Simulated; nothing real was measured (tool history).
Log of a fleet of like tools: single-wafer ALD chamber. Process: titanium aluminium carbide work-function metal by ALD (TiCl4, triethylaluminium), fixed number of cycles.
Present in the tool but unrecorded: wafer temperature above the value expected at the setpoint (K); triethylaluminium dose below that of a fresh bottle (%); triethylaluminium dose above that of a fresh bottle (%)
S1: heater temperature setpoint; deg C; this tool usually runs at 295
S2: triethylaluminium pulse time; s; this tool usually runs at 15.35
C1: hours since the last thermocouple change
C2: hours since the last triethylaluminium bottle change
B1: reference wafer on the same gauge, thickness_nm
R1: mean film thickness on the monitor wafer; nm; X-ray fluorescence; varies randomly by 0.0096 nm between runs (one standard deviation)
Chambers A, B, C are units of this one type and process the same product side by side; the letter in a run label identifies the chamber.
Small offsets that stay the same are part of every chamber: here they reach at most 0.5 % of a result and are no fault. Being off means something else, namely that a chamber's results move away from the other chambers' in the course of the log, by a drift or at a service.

run 1C hour=13.2 | S1=295 S2=15.35 | C1=310.4 C2=845.2 | B1=2.3590 | R1=2.0158
run 2A hour=27.3 | S1=295 S2=15.35 | C1=2019.3 C2=622.7 | B1=2.3581 | R1=1.9885
run 3B hour=37.3 | S1=295 S2=15.35 | C1=1367.7 C2=223.9 | B1=2.3578 | R1=2.0137
run 4C hour=47.8 | S1=295 S2=15.35 | C1=345.0 C2=879.8 | B1=2.3579 | R1=2.0039
run 5B hour=59.6 | S1=295 S2=15.35 | C1=1390.0 C2=246.2 | B1=2.3581 | R1=2.0145
run 6A hour=69.6 | S1=307 S2=20.88 | C1=2061.6 C2=665.0 | B1=2.3586 | R1=2.1253
run 7C hour=79.9 | S1=307 S2=20.88 | C1=377.1 C2=911.9 | B1=2.3601 | R1=2.1171
run 8A hour=94.2 | S1=307 S2=20.88 | C1=2086.2 C2=689.6 | B1=2.3567 | R1=2.1047
run 9B hour=104.5 | S1=295 S2=15.35 | C1=1434.9 C2=291.1 | B1=2.3571 | R1=2.0048
run 10B hour=111.8 | S1=295 S2=15.35 | C1=1442.2 C2=298.4 | B1=2.3593 | R1=2.0093
run 11A hour=122.2 | S1=308 S2=15.35 | C1=2114.2 C2=717.6 | B1=2.3595 | R1=2.1200
run 12C hour=135.4 | S1=308 S2=15.35 | C1=432.6 C2=967.4 | B1=2.3591 | R1=2.1231
-- hour=141.4 chamber A: triethylaluminium bottle replaced
run 13C hour=149.9 | S1=308 S2=15.35 | C1=447.1 C2=981.9 | B1=2.3592 | R1=2.1349
run 14A hour=160.7 | S1=295 S2=15.35 | C1=2152.7 C2=19.4 | B1=2.3613 | R1=2.0142
run 15B hour=173.7 | S1=295 S2=15.35 | C1=1504.1 C2=360.3 | B1=2.3618 | R1=2.0193
run 16A hour=183.1 | S1=295 S2=15.35 | C1=2175.1 C2=41.8 | B1=2.3609 | R1=2.0074
run 17B hour=196.1 | S1=295 S2=20.09 | C1=1526.5 C2=382.7 | B1=2.3619 | R1=2.0249
run 18C hour=208.1 | S1=295 S2=20.09 | C1=505.3 C2=1040.1 | B1=2.3587 | R1=2.0217
run 19B hour=219.4 | S1=295 S2=20.09 | C1=1549.8 C2=406.0 | B1=2.3585 | R1=2.0266
run 20C hour=234.2 | S1=295 S2=15.35 | C1=531.4 C2=1066.2 | B1=2.3591 | R1=2.0022
run 21A hour=246.6 | S1=295 S2=15.35 | C1=2238.6 C2=105.3 | B1=2.3585 | R1=2.0133
run 22A hour=259.9 | S1=295 S2=15.35 | C1=2251.9 C2=118.6 | B1=2.3584 | R1=2.0041
run 23C hour=267.6 | S1=295 S2=15.35 | C1=564.8 C2=1099.6 | B1=2.3625 | R1=2.0004
-- hour=270.9 chamber B: thermocouple changed; heater temperature recalibrated
run 24B hour=275.0 | S1=295 S2=15.35 | C1=4.1 C2=461.6 | B1=2.3603 | R1=2.0053
run 25C hour=285.7 | S1=295 S2=15.35 | C1=582.9 C2=1117.7 | B1=2.3604 | R1=1.9950
run 26A hour=296.5 | S1=305 S2=9.73 | C1=2288.5 C2=155.2 | B1=2.3586 | R1=2.0300
run 27B hour=306.0 | S1=305 S2=9.73 | C1=35.1 C2=492.6 | B1=2.3598 | R1=2.0418
run 28B hour=313.9 | S1=305 S2=9.73 | C1=43.0 C2=500.5 | B1=2.3617 | R1=2.0507
run 29A hour=323.3 | S1=295 S2=15.35 | C1=2315.3 C2=182.0 | B1=2.3588 | R1=2.0092
run 30C hour=333.8 | S1=295 S2=15.35 | C1=631.0 C2=1165.8 | B1=2.3634 | R1=2.0084
-- hour=335.4 chamber C: triethylaluminium bottle replaced
run 31C hour=345.9 | S1=295 S2=15.35 | C1=643.1 C2=10.6 | B1=2.3590 | R1=2.0209
run 32A hour=353.2 | S1=295 S2=15.35 | C1=2345.2 C2=211.9 | B1=2.3632 | R1=1.9972

Predict what each chamber gives when all 3 of them run the settings below next.
run 33A hour=364.6 | S1=295 S2=15.35 | R1=?
run 33B hour=364.6 | S1=295 S2=15.35 | R1=?
run 33C hour=364.6 | S1=295 S2=15.35 | R1=?

run=33A R1=2.0084
run=33B R1=2.0067
run=33C R1=2.0284
